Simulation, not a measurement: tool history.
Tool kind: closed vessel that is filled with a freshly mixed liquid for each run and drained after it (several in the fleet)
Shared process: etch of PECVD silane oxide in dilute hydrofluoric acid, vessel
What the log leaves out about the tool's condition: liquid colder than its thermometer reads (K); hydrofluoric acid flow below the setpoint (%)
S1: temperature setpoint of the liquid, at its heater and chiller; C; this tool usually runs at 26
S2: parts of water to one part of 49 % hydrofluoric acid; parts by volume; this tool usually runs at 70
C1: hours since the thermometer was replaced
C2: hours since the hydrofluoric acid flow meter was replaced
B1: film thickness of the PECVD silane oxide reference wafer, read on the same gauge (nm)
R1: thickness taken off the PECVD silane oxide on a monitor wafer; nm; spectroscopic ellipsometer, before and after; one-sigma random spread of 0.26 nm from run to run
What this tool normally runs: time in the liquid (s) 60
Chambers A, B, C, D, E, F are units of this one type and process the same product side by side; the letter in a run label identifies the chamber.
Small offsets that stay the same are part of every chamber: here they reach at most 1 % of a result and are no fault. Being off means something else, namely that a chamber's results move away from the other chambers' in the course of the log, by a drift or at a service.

{"run": "1A", "hour": 7.8, "S1": 26, "S2": 70, "time in the liquid (s)": 60, "C1": 622.1, "C2": 233.7, "B1": 70.009, "R1": 33.579}
{"run": "2C", "hour": 19.5, "S1": 26, "S2": 70, "time in the liquid (s)": 60, "C1": 761, "C2": 1440.6, "B1": 69.996, "R1": 33.4}
{"run": "3B", "hour": 30.7, "S1": 26, "S2": 70, "time in the liquid (s)": 60, "C1": 2216, "C2": 491.3, "B1": 70.01, "R1": 33.722}
{"run": "4E", "hour": 38.6, "S1": 26, "S2": 70, "time in the liquid (s)": 60, "C1": 426.2, "C2": 479.6, "B1": 70.019, "R1": 33.279}
{"run": "5F", "hour": 48.0, "S1": 26, "S2": 70, "time in the liquid (s)": 60, "C1": 548.4, "C2": 926.1, "B1": 70.004, "R1": 33.051}
{"run": "6D", "hour": 56.4, "S1": 26, "S2": 70, "time in the liquid (s)": 60, "C1": 1473.7, "C2": 67.4, "B1": 70.003, "R1": 33.368}
{"run": "7E", "hour": 68.6, "S1": 26, "S2": 70, "time in the liquid (s)": 60, "C1": 456.2, "C2": 509.6, "B1": 70.003, "R1": 33.78}
{"run": "8B", "hour": 79.0, "S1": 30.5, "S2": 70, "time in the liquid (s)": 30, "C1": 2264.3, "C2": 539.6, "B1": 69.994, "R1": 19.941}
{"run": "9F", "hour": 86.6, "S1": 30.5, "S2": 70, "time in the liquid (s)": 30, "C1": 587, "C2": 964.7, "B1": 70.013, "R1": 19.853}
{"run": "10A", "hour": 98.4, "S1": 30.5, "S2": 70, "time in the liquid (s)": 30, "C1": 712.7, "C2": 324.3, "B1": 70.02, "R1": 19.901}
{"run": "11D", "hour": 108.2, "S1": 30.5, "S2": 70, "time in the liquid (s)": 30, "C1": 1525.5, "C2": 119.2, "B1": 69.989, "R1": 19.769}
{"run": "12C", "hour": 118.1, "S1": 30.5, "S2": 70, "time in the liquid (s)": 30, "C1": 859.6, "C2": 1539.2, "B1": 69.985, "R1": 19.834}
{"run": "13A", "hour": 129.8, "S1": 30.5, "S2": 70, "time in the liquid (s)": 30, "C1": 744.1, "C2": 355.7, "B1": 69.996, "R1": 19.591}
{"run": "14D", "hour": 139.1, "S1": 26, "S2": 70, "time in the liquid (s)": 60, "C1": 1556.4, "C2": 150.1, "B1": 70.002, "R1": 33.844}
{"run": "15C", "hour": 152.1, "S1": 28, "S2": 100, "time in the liquid (s)": 60, "C1": 893.6, "C2": 1573.2, "B1": 70.001, "R1": 24.272}
{"run": "16E", "hour": 162.6, "S1": 28, "S2": 100, "time in the liquid (s)": 60, "C1": 550.2, "C2": 603.6, "B1": 69.987, "R1": 24.218}
{"run": "17F", "hour": 172.2, "S1": 28, "S2": 100, "time in the liquid (s)": 60, "C1": 672.6, "C2": 1050.3, "B1": 70.012, "R1": 24.075}
{"run": "18B", "hour": 183.0, "S1": 28, "S2": 100, "time in the liquid (s)": 60, "C1": 2368.3, "C2": 643.6, "B1": 70.012, "R1": 24.313}
{"run": "19A", "hour": 189.6, "S1": 28, "S2": 100, "time in the liquid (s)": 60, "C1": 803.9, "C2": 415.5, "B1": 70.005, "R1": 24.261}
{"run": "20D", "hour": 196.4, "S1": 28, "S2": 100, "time in the liquid (s)": 60, "C1": 1613.7, "C2": 207.4, "B1": 70.034, "R1": 24.356}
{"run": "21E", "hour": 204.2, "S1": 26, "S2": 70, "time in the liquid (s)": 60, "C1": 591.8, "C2": 645.2, "B1": 70.012, "R1": 33.414}
{"run": "22C", "hour": 217.4, "S1": 26, "S2": 80, "time in the liquid (s)": 30, "C1": 958.9, "C2": 1638.5, "B1": 70.002, "R1": 14.118}
{"run": "23B", "hour": 230.6, "S1": 26, "S2": 80, "time in the liquid (s)": 30, "C1": 2415.9, "C2": 691.2, "B1": 70.002, "R1": 14.413}
{"run": "24F", "hour": 238.7, "S1": 26, "S2": 80, "time in the liquid (s)": 30, "C1": 739.1, "C2": 1116.8, "B1": 70.013, "R1": 14.314}
{"run": "25B", "hour": 246.9, "S1": 26, "S2": 80, "time in the liquid (s)": 30, "C1": 2432.2, "C2": 707.5, "B1": 70.012, "R1": 14.593}
{"run": "26A", "hour": 256.4, "S1": 26, "S2": 80, "time in the liquid (s)": 30, "C1": 870.7, "C2": 482.3, "B1": 69.999, "R1": 14.426}
{"run": "27F", "hour": 267.7, "S1": 26, "S2": 80, "time in the liquid (s)": 30, "C1": 768.1, "C2": 1145.8, "B1": 70.013, "R1": 14.542}
{"run": "28D", "hour": 273.9, "S1": 26, "S2": 70, "time in the liquid (s)": 45, "C1": 1691.2, "C2": 284.9, "B1": 69.989, "R1": 25.206}
{"run": "29C", "hour": 283.9, "S1": 26, "S2": 70, "time in the liquid (s)": 45, "C1": 1025.4, "C2": 1705, "B1": 70.006, "R1": 23.645}
{"hour": 286.9, "done": "chamber A: hydrofluoric acid flow meter replaced"}
{"run": "30E", "hour": 293.2, "S1": 26, "S2": 70, "time in the liquid (s)": 45, "C1": 680.8, "C2": 734.2, "B1": 70.012, "R1": 24.934}
{"run": "31E", "hour": 303.9, "S1": 26, "S2": 70, "time in the liquid (s)": 45, "C1": 691.5, "C2": 744.9, "B1": 69.976, "R1": 25.065}
{"run": "32D", "hour": 316.8, "S1": 26, "S2": 70, "time in the liquid (s)": 45, "C1": 1734.1, "C2": 327.8, "B1": 69.975, "R1": 25.146}
{"run": "33C", "hour": 323.6, "S1": 26, "S2": 70, "time in the liquid (s)": 45, "C1": 1065.1, "C2": 1744.7, "B1": 70, "R1": 23.263}
{"run": "34B", "hour": 330.5, "S1": 26, "S2": 70, "time in the liquid (s)": 60, "C1": 2515.8, "C2": 791.1, "B1": 69.971, "R1": 33.256}
{"run": "35F", "hour": 340.5, "S1": 26, "S2": 70, "time in the liquid (s)": 60, "C1": 840.9, "C2": 1218.6, "B1": 70.011, "R1": 33.177}
{"run": "36A", "hour": 353.8, "S1": 26, "S2": 70, "time in the liquid (s)": 60, "C1": 968.1, "C2": 66.9, "B1": 70.016, "R1": 33.487}
{"run": "37F", "hour": 365.9, "S1": 23.5, "S2": 70, "time in the liquid (s)": 40, "C1": 866.3, "C2": 1244, "B1": 69.991, "R1": 19.986}
{"run": "38D", "hour": 377.5, "S1": 23.5, "S2": 70, "time in the liquid (s)": 40, "C1": 1794.8, "C2": 388.5, "B1": 69.997, "R1": 20.085}

Read the log: is a single chamber off, either drifting away or since a service, is the gauge that measures every chamber drifting, or is nothing wrong beyond small per-chamber offsets? Name any odd chamber and what most likely caused it.

It is chamber C that slowly wanders off from its peers.
What lies behind it: liquid colder than its thermometer reads (K) = 2.34.
The log might look much the same if the cause were instead: hydrofluoric acid flow below the setpoint (%).

Below are 4 candidate recipes for chamber C's next run, each the usual settings with a change, their results shown as question marks. Which of them brings C's results back in line with what the other chambers give on the usual settings?
Allowed miss from the other chambers' usual-settings mean, per result, to count as in line: R1 0.91 nm
{"run": "39C-1", "hour": 387.3, "S1": 26.5, "S2": 65, "time in the liquid (s)": 60, "R1": "?"}
{"run": "39C-2", "hour": 387.3, "S1": 25, "S2": 70, "time in the liquid (s)": 60, "R1": "?"}
{"run": "39C-3", "hour": 387.3, "S1": 26, "S2": 70, "time in the liquid (s)": 55, "R1": "?"}
{"run": "39C-4", "hour": 387.3, "S1": 27, "S2": 70, "time in the liquid (s)": 60, "R1": "?"}

The mean the other chambers reach with the usual settings: R1 33.394 nm
run=39C-1 R1=33.768
run=39C-2 R1=29.357
run=39C-3 R1=28.02
run=39C-4 R1=31.829
The answer is 39C-1, which returns the chamber to within the allowed miss of the others.
